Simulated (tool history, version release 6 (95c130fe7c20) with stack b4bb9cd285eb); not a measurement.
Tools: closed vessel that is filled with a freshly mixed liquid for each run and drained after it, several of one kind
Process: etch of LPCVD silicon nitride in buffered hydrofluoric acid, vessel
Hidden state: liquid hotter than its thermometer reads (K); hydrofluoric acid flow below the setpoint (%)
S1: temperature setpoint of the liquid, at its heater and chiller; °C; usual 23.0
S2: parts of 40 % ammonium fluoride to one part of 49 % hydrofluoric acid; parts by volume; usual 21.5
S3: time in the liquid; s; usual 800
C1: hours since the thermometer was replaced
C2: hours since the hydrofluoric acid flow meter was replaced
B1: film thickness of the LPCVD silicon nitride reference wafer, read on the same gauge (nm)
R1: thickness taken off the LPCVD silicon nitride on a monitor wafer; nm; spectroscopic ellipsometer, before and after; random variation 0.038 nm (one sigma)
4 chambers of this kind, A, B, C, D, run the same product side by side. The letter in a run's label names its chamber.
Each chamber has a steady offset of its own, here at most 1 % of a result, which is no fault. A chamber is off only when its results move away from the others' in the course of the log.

run,hour,S1,S2,S3,C1,C2,B1,R1
1A,9.9,23.0,21.5,800,515.8,880.4,149.95,5.7611
2D,16.2,23.0,21.5,800,1924.3,253.4,149.99,5.7971
3C,23.8,23.0,21.5,800,203.6,597.1,150.04,5.6863
4B,30.9,23.0,21.5,800,2009.8,1318.9,149.95,5.6347
5A,41.5,23.0,21.5,800,547.4,912.0,149.99,5.6570
6C,49.2,23.0,21.5,800,229.0,622.5,150.00,5.6879
7D,55.7,23.0,21.5,800,1963.8,292.9,149.99,5.7838
8B,61.7,23.0,21.5,800,2040.6,1349.7,150.00,5.6624
9A,70.4,23.0,21.5,800,576.3,940.9,149.99,5.7033
10D,76.6,23.0,21.5,800,1984.7,313.8,149.99,5.7751
11B,81.7,23.0,21.5,800,2060.6,1369.7,149.97,5.6717
12C,91.1,23.0,21.5,800,270.9,664.4,150.01,5.6502
13C,97.9,26.5,21.5,475,277.7,671.2,150.02,4.1183
14B,105.9,26.5,21.5,475,2084.8,1393.9,150.01,4.1366
15D,114.2,26.5,21.5,475,2022.3,351.4,149.98,4.1460
16A,124.3,26.5,21.5,475,630.2,994.8,150.01,4.1702
17A,131.2,23.0,21.5,800,637.1,1001.7,150.04,5.7352
18B,136.5,23.0,21.5,800,2115.4,1424.5,149.96,5.6189
19D,147.2,23.0,21.5,800,2055.3,384.4,150.03,5.7175
20C,156.0,23.0,21.5,800,335.8,729.3,149.96,5.8166
21D,162.2,23.0,21.5,800,2070.3,399.4,150.02,5.7455
22B,171.8,23.0,21.5,800,2150.7,1459.8,149.99,5.6868
23C,179.8,23.0,21.5,800,359.6,753.1,150.02,5.7225
24A,188.4,23.0,21.5,800,694.3,1058.9,150.01,5.6602
25D,198.2,23.0,21.5,800,2106.3,435.4,149.98,5.7379
26C,209.1,23.0,21.5,800,388.9,782.4,149.96,5.7635
27A,216.9,23.0,21.5,800,722.8,1087.4,149.97,5.7381
28B,224.8,23.0,21.5,800,2203.7,1512.8,150.04,5.7069
29C,233.2,23.0,13.5,800,413.0,806.5,150.02,8.7824
30B,242.1,23.0,13.5,800,2221.0,1530.1,149.98,8.7858
31A,248.1,23.0,13.5,800,754.0,1118.6,150.01,8.7990
32D,253.9,23.0,13.5,800,2162.0,491.1,150.01,8.9490
33A,259.5,23.0,21.5,800,765.4,1130.0,150.04,5.7162
34D,268.9,23.0,21.5,800,2177.0,506.1,149.98,5.8128
35C,279.1,23.0,21.5,800,458.9,852.4,150.02,5.7621
36B,287.6,23.0,21.5,800,2266.5,1575.6,150.03,5.6548
37C,298.8,23.0,21.5,800,478.6,872.1,150.00,5.7388
38D,306.6,23.0,21.5,800,2214.7,543.8,150.00,5.7088

Is one chamber off against the others, does the gauge drift, or is nothing wrong? If a chamber is off, say which, and what the likeliest cause is.

No chamber stands off beyond its own small offset, and the gauge holds steady.

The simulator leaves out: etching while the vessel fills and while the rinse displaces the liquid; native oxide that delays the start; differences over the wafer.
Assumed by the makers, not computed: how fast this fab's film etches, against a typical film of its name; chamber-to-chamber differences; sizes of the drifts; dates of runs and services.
